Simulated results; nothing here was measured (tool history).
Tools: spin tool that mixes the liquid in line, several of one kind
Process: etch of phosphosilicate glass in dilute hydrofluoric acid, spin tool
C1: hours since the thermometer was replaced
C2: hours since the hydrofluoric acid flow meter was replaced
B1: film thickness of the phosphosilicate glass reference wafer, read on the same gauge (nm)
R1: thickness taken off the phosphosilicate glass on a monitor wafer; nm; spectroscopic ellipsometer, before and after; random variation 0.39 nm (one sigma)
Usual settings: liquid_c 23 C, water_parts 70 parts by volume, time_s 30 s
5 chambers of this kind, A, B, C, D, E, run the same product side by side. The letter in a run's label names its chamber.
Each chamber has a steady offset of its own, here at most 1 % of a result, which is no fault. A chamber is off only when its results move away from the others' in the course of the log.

Run 1D, day 0.367: usual settings; C1 2270.8; C2 278.5; B1 70.011. Result: R1 40.647 nm.
Run 2E, day 0.792: usual settings; C1 825.1; C2 1117.5; B1 69.986. Result: R1 40.355 nm.
Run 3B, day 1.167: usual settings; C1 677.6; C2 261.8; B1 70. Result: R1 41.181 nm.
At day 1.433: chamber D: thermometer replaced.
Run 4A, day 1.529: usual settings; C1 512; C2 610.1; B1 70.028. Result: R1 41.78 nm.
Run 5C, day 1.788: usual settings; C1 334.2; C2 585.1; B1 70.007. Result: R1 40.969 nm.
Run 6D, day 2.038: usual settings; C1 14.5; C2 318.6; B1 69.988. Result: R1 41.202 nm.
Run 7B, day 2.462: usual settings; C1 708.7; C2 292.9; B1 70.006. Result: R1 41.164 nm.
Run 8A, day 2.917: usual settings; C1 545.3; C2 643.4; B1 70.015. Result: R1 41.18 nm.
Run 9C, day 3.25: usual settings; C1 369.3; C2 620.2; B1 69.997. Result: R1 40.82 nm.
Run 10E, day 3.554: usual settings; C1 891.4; C2 1183.8; B1 70.016. Result: R1 40.973 nm.
At day 3.717: chamber A: hydrofluoric acid flow meter replaced.
Run 11E, day 3.762: usual settings; C1 896.4; C2 1188.8; B1 70.004. Result: R1 40.576 nm.
Run 12C, day 4.158: usual settings; C1 391.1; C2 642; B1 69.985. Result: R1 40.598 nm.
Run 13B, day 4.492: usual settings but liquid_c 21 C, water_parts 90 parts by volume; C1 757.4; C2 341.6; B1 69.99. Result: R1 28.72 nm.
Run 14D, day 4.788: usual settings but liquid_c 21 C, water_parts 90 parts by volume; C1 80.5; C2 384.6; B1 69.994. Result: R1 28.413 nm.
Run 15A, day 5.2: usual settings but liquid_c 21 C, water_parts 90 parts by volume; C1 600.1; C2 35.6; B1 70.004. Result: R1 28.408 nm.
Run 16D, day 5.625: usual settings but liquid_c 21 C, water_parts 90 parts by volume; C1 100.6; C2 404.7; B1 69.976. Result: R1 29.08 nm.
Run 17A, day 6.058: usual settings but liquid_c 21 C, water_parts 90 parts by volume; C1 620.7; C2 56.2; B1 70. Result: R1 28.804 nm.
At day 6.079: chamber E: hydrofluoric acid flow meter replaced.
Run 18B, day 6.288: usual settings; C1 800.5; C2 384.7; B1 70.002. Result: R1 40.581 nm.
Run 19C, day 6.525: usual settings; C1 447.9; C2 698.8; B1 70.006. Result: R1 40.451 nm.
Run 20E, day 6.792: usual settings; C1 969.1; C2 17.1; B1 70. Result: R1 40.487 nm.
Run 21D, day 7.167: usual settings but liquid_c 20 C, time_s 35 s; C1 137.6; C2 441.7; B1 70.017. Result: R1 42.188 nm.
Run 22E, day 7.425: usual settings but liquid_c 20 C, time_s 35 s; C1 984.3; C2 32.3; B1 69.98. Result: R1 42.188 nm.
Run 23A, day 7.675: usual settings but liquid_c 20 C, time_s 35 s; C1 659.5; C2 95; B1 69.981. Result: R1 41.837 nm.
Run 24B, day 7.971: usual settings but liquid_c 20 C, time_s 35 s; C1 840.9; C2 425.1; B1 69.985. Result: R1 41.845 nm.
Run 25C, day 8.392: usual settings but liquid_c 20 C, time_s 35 s; C1 492.7; C2 743.6; B1 70.001. Result: R1 41.622 nm.
Run 26A, day 8.658: usual settings but time_s 20 s; C1 683.1; C2 118.6; B1 69.992. Result: R1 27.565 nm.
Run 27C, day 8.862: usual settings but time_s 20 s; C1 504; C2 754.9; B1 70.008. Result: R1 27.51 nm.
Run 28B, day 9.158: usual settings but time_s 20 s; C1 869.4; C2 453.6; B1 69.98. Result: R1 27.559 nm.
Run 29E, day 9.592: usual settings but time_s 20 s; C1 1036.3; C2 84.3; B1 69.987. Result: R1 26.89 nm.
Run 30D, day 9.904: usual settings but time_s 20 s; C1 203.3; C2 507.4; B1 69.98. Result: R1 27.131 nm.
Run 31C, day 10.104: usual settings; C1 533.8; C2 784.7; B1 69.985. Result: R1 40.501 nm.
Run 32A, day 10.446: usual settings; C1 726; C2 161.5; B1 70.027. Result: R1 40.923 nm.
Run 33E, day 10.875: usual settings; C1 1067.1; C2 115.1; B1 69.998. Result: R1 40.702 nm.
Run 34D, day 11.242: usual settings; C1 235.4; C2 539.5; B1 70.001. Result: R1 40.64 nm.
Run 35B, day 11.512: usual settings; C1 925.9; C2 510.1; B1 69.986. Result: R1 40.704 nm.

All 5 chambers run these settings next. Forecast each chamber's results:
Run 36A, day 11.838: usual settings but water_parts 105 parts by volume. Result: R1 ?.
Run 36B, day 11.838: usual settings but water_parts 105 parts by volume. Result: R1 ?.
Run 36C, day 11.838: usual settings but water_parts 105 parts by volume. Result: R1 ?.
Run 36D, day 11.838: usual settings but water_parts 105 parts by volume. Result: R1 ?.
Run 36E, day 11.838: usual settings but water_parts 105 parts by volume. Result: R1 ?.

run      R1
36A  26.041
36B  26.268
36C  25.586
36D  26.145
36E  26.428

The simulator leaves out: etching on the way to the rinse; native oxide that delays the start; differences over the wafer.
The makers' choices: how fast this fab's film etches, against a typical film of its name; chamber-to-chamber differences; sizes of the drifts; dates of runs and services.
